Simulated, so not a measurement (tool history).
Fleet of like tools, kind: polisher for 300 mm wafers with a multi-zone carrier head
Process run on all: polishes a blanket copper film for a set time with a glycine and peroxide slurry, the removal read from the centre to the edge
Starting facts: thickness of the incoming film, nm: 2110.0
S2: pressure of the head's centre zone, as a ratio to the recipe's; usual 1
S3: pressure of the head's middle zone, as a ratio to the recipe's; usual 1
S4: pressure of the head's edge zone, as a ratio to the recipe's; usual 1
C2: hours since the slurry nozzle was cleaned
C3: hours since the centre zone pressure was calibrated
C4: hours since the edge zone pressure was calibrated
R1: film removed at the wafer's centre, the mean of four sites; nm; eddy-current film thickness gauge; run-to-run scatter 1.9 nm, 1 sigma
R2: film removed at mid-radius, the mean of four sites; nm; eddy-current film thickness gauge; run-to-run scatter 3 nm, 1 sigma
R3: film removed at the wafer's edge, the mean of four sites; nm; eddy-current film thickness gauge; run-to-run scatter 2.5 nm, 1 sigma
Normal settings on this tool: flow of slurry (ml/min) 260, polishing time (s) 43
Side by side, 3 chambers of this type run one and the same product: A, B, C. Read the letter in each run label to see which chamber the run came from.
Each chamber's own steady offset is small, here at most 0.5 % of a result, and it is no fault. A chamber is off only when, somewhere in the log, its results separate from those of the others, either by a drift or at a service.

Run 1C, hour 7.4: usual settings; wafers polished on this pad 247; C2 97.3; C3 358.8; C4 94.7. Result: R1 208.06 nm, R2 208.29 nm, R3 210.94 nm.
Run 2B, hour 13: usual settings; wafers polished on this pad 637; C2 352.2; C3 294.7; C4 179.5. Result: R1 204.24 nm, R2 201.08 nm, R3 201.43 nm.
Run 3A, hour 21.4: usual settings; wafers polished on this pad 690; C2 315.7; C3 766.1; C4 248.4. Result: R1 206.7 nm, R2 202.92 nm, R3 203.6 nm.
At hour 24.9: chamber A: worn pad replaced by a new one.
Run 4B, hour 26.2: usual settings; wafers polished on this pad 733; C2 365.4; C3 307.9; C4 192.7. Result: R1 206.55 nm, R2 206.75 nm, R3 204.51 nm.
Run 5C, hour 31.6: usual settings but S2 0.93; wafers polished on this pad 423; C2 121.5; C3 383; C4 118.9. Result: R1 190.4 nm, R2 209.12 nm, R3 206.14 nm.
Run 6A, hour 38.2: usual settings but S2 0.93; wafers polished on this pad 97; C2 332.5; C3 782.9; C4 265.2. Result: R1 188.2 nm, R2 205.6 nm, R3 210.73 nm.
Run 7C, hour 45: usual settings but S2 0.93; wafers polished on this pad 521; C2 134.9; C3 396.4; C4 132.3. Result: R1 194.65 nm, R2 206.73 nm, R3 207.85 nm.
At hour 52: chamber C: worn pad replaced by a new one.
Run 8B, hour 52.4: usual settings; wafers polished on this pad 924; C2 391.6; C3 334.1; C4 218.9. Result: R1 204.7 nm, R2 205.74 nm, R3 205.13 nm.
Run 9A, hour 59.7: usual settings; wafers polished on this pad 253; C2 354; C3 804.4; C4 286.7. Result: R1 208.65 nm, R2 208.12 nm, R3 207 nm.
Run 10B, hour 65.8: usual settings; wafers polished on this pad 1021; C2 405; C3 347.5; C4 232.3. Result: R1 208.09 nm, R2 202.44 nm, R3 205.36 nm.
Run 11C, hour 70.7: usual settings; wafers polished on this pad 136; C2 160.6; C3 422.1; C4 158. Result: R1 207.74 nm, R2 200.59 nm, R3 206.1 nm.
Run 12A, hour 75.7: usual settings; wafers polished on this pad 369; C2 370; C3 820.4; C4 302.7. Result: R1 206.66 nm, R2 206.32 nm, R3 212.45 nm.
Run 13A, hour 84.8: usual settings; wafers polished on this pad 436; C2 379.1; C3 829.5; C4 311.8. Result: R1 206.24 nm, R2 207.45 nm, R3 210.36 nm.
Run 14C, hour 90: usual settings; wafers polished on this pad 276; C2 179.9; C3 441.4; C4 177.3. Result: R1 208.15 nm, R2 208.4 nm, R3 211.43 nm.
Run 15B, hour 95.3: usual settings; wafers polished on this pad 1236; C2 434.5; C3 377; C4 261.8. Result: R1 204.12 nm, R2 209.39 nm, R3 206.83 nm.
Run 16C, hour 100.3: usual settings; wafers polished on this pad 351; C2 190.2; C3 451.7; C4 187.6. Result: R1 207.04 nm, R2 204.47 nm, R3 204 nm.
Run 17B, hour 105.2: usual settings; wafers polished on this pad 1308; C2 444.4; C3 386.9; C4 271.7. Result: R1 205.14 nm, R2 208.07 nm, R3 202.53 nm.
At hour 106.4: chamber B: worn pad replaced by a new one.
Run 18A, hour 110.4: usual settings; wafers polished on this pad 622; C2 404.7; C3 855.1; C4 337.4. Result: R1 208.57 nm, R2 206.63 nm, R3 205.53 nm.
Run 19B, hour 116: usual settings; wafers polished on this pad 70; C2 455.2; C3 397.7; C4 282.5. Result: R1 202.59 nm, R2 204.18 nm, R3 203.19 nm.
At hour 121.2: chamber C: worn pad replaced by a new one.
Run 20C, hour 121.5: usual settings; wafers polished on this pad 2; C2 211.4; C3 472.9; C4 208.8. Result: R1 210.14 nm, R2 204.28 nm, R3 207.92 nm.
At hour 121.7: chamber A: worn pad replaced by a new one.
Run 21A, hour 125.8: usual settings but S2 1.07, S4 1.11; wafers polished on this pad 29; C2 420.1; C3 870.5; C4 352.8. Result: R1 226.28 nm, R2 205.96 nm, R3 222.53 nm.
Run 22C, hour 134.9: usual settings but S2 1.07, S4 1.11; wafers polished on this pad 100; C2 224.8; C3 486.3; C4 222.2. Result: R1 227.37 nm, R2 208.31 nm, R3 223.95 nm.
Run 23A, hour 143.8: usual settings but S2 1.07, S4 1.11; wafers polished on this pad 160; C2 438.1; C3 888.5; C4 370.8. Result: R1 225.42 nm, R2 207.98 nm, R3 221.29 nm.
Run 24B, hour 149: usual settings; wafers polished on this pad 310; C2 488.2; C3 430.7; C4 315.5. Result: R1 205.5 nm, R2 206.64 nm, R3 207.02 nm.
At hour 151.9: chamber A: centre zone pressure recalibrated.
Run 25C, hour 155.6: usual settings; wafers polished on this pad 250; C2 245.5; C3 507; C4 242.9. Result: R1 206.88 nm, R2 208.94 nm, R3 209.22 nm.
Run 26B, hour 164.3: usual settings; wafers polished on this pad 421; C2 503.5; C3 446; C4 330.8. Result: R1 207.89 nm, R2 204.95 nm, R3 204.13 nm.
Run 27A, hour 173.1: usual settings; wafers polished on this pad 374; C2 467.4; C3 21.3; C4 400.1. Result: R1 235.84 nm, R2 206.04 nm, R3 204.7 nm.
Run 28C, hour 181: usual settings; wafers polished on this pad 435; C2 270.9; C3 532.4; C4 268.3. Result: R1 205.85 nm, R2 207.24 nm, R3 204.85 nm.
Run 29A, hour 187.1: usual settings; wafers polished on this pad 475; C2 481.4; C3 35.3; C4 414.1. Result: R1 230.35 nm, R2 206.53 nm, R3 209.05 nm.
Run 30B, hour 193.6: usual settings but S4 1.1; wafers polished on this pad 634; C2 532.8; C3 475.3; C4 360.1. Result: R1 202.32 nm, R2 205.03 nm, R3 217.11 nm.
At hour 196.3: chamber C: worn pad replaced by a new one.
Run 31A, hour 198.5: usual settings but S4 1.1; wafers polished on this pad 558; C2 492.8; C3 46.7; C4 425.5. Result: R1 236.24 nm, R2 208.69 nm, R3 221.22 nm.
At hour 199: chamber C: slurry nozzle cleaned.
At hour 204.1: chamber A: worn pad replaced by a new one.
Run 32C, hour 205.4: usual settings but S4 1.1; wafers polished on this pad 66; C2 6.4; C3 556.8; C4 292.7. Result: R1 209.22 nm, R2 208.57 nm, R3 213.23 nm.
Run 33B, hour 210.7: usual settings; wafers polished on this pad 759; C2 549.9; C3 492.4; C4 377.2. Result: R1 209.34 nm, R2 205.05 nm, R3 205.6 nm.
Run 34A, hour 218.2: usual settings; wafers polished on this pad 103; C2 512.5; C3 66.4; C4 445.2. Result: R1 235.6 nm, R2 210.88 nm, R3 207.35 nm.
Run 35C, hour 227.5: usual settings; wafers polished on this pad 227; C2 28.5; C3 578.9; C4 314.8. Result: R1 211.03 nm, R2 209.38 nm, R3 206.62 nm.
Run 36B, hour 232.2: usual settings; wafers polished on this pad 915; C2 571.4; C3 513.9; C4 398.7. Result: R1 204.74 nm, R2 206.31 nm, R3 208.65 nm.
Run 37C, hour 240.1: usual settings; wafers polished on this pad 319; C2 41.1; C3 591.5; C4 327.4. Result: R1 210.14 nm, R2 211.82 nm, R3 209.46 nm.
Run 38A, hour 244.3: usual settings; wafers polished on this pad 293; C2 538.6; C3 92.5; C4 471.3. Result: R1 233.95 nm, R2 211.19 nm, R3 210.75 nm.
At hour 251.9: chamber B: slurry nozzle cleaned.
Run 39B, hour 252.7: usual settings but S3 0.94, S4 0.9; wafers polished on this pad 1064; C2 0.9; C3 534.4; C4 419.2. Result: R1 201.87 nm, R2 193.44 nm, R3 194.97 nm.
At hour 259.1: chamber B: centre zone pressure recalibrated.
At hour 259.7: chamber B: worn pad replaced by a new one.
Run 40A, hour 260.8: usual settings but S3 0.94, S4 0.9; wafers polished on this pad 413; C2 555.1; C3 109; C4 487.8. Result: R1 236.52 nm, R2 196.03 nm, R3 195.03 nm.
At hour 263.7: chamber C: worn pad replaced by a new one.
Run 41B, hour 267.4: usual settings but S3 0.94, S4 0.9; wafers polished on this pad 56; C2 15.6; C3 8.3; C4 433.9. Result: R1 206.62 nm, R2 197.24 nm, R3 197.51 nm.
Run 42C, hour 272.3: usual settings but flow of slurry (ml/min) 305, S3 1.1; wafers polished on this pad 63; C2 73.3; C3 623.7; C4 359.6. Result: R1 210.19 nm, R2 226.14 nm, R3 209.3 nm.
Run 43A, hour 278.7: usual settings but flow of slurry (ml/min) 305, S3 1.1; wafers polished on this pad 543; C2 573; C3 126.9; C4 505.7. Result: R1 237.06 nm, R2 227.05 nm, R3 212.05 nm.
Run 44B, hour 285.6: usual settings but flow of slurry (ml/min) 305, S3 1.1; wafers polished on this pad 188; C2 33.8; C3 26.5; C4 452.1. Result: R1 210.37 nm, R2 229.23 nm, R3 202.13 nm.

Predict what each chamber gives when all 3 of them run the settings below next.
Run 45A, hour 292.6: usual settings but S3 0.92. Result: R1 ?, R2 ?, R3 ?.
Run 45B, hour 292.6: usual settings but S3 0.92. Result: R1 ?, R2 ?, R3 ?.
Run 45C, hour 292.6: usual settings but S3 0.92. Result: R1 ?, R2 ?, R3 ?.

run      R1      R2      R3
45A  230.71  188.55  201.61
45B  208.54  185.34  206.78
45C   210.1  195.04  207.84

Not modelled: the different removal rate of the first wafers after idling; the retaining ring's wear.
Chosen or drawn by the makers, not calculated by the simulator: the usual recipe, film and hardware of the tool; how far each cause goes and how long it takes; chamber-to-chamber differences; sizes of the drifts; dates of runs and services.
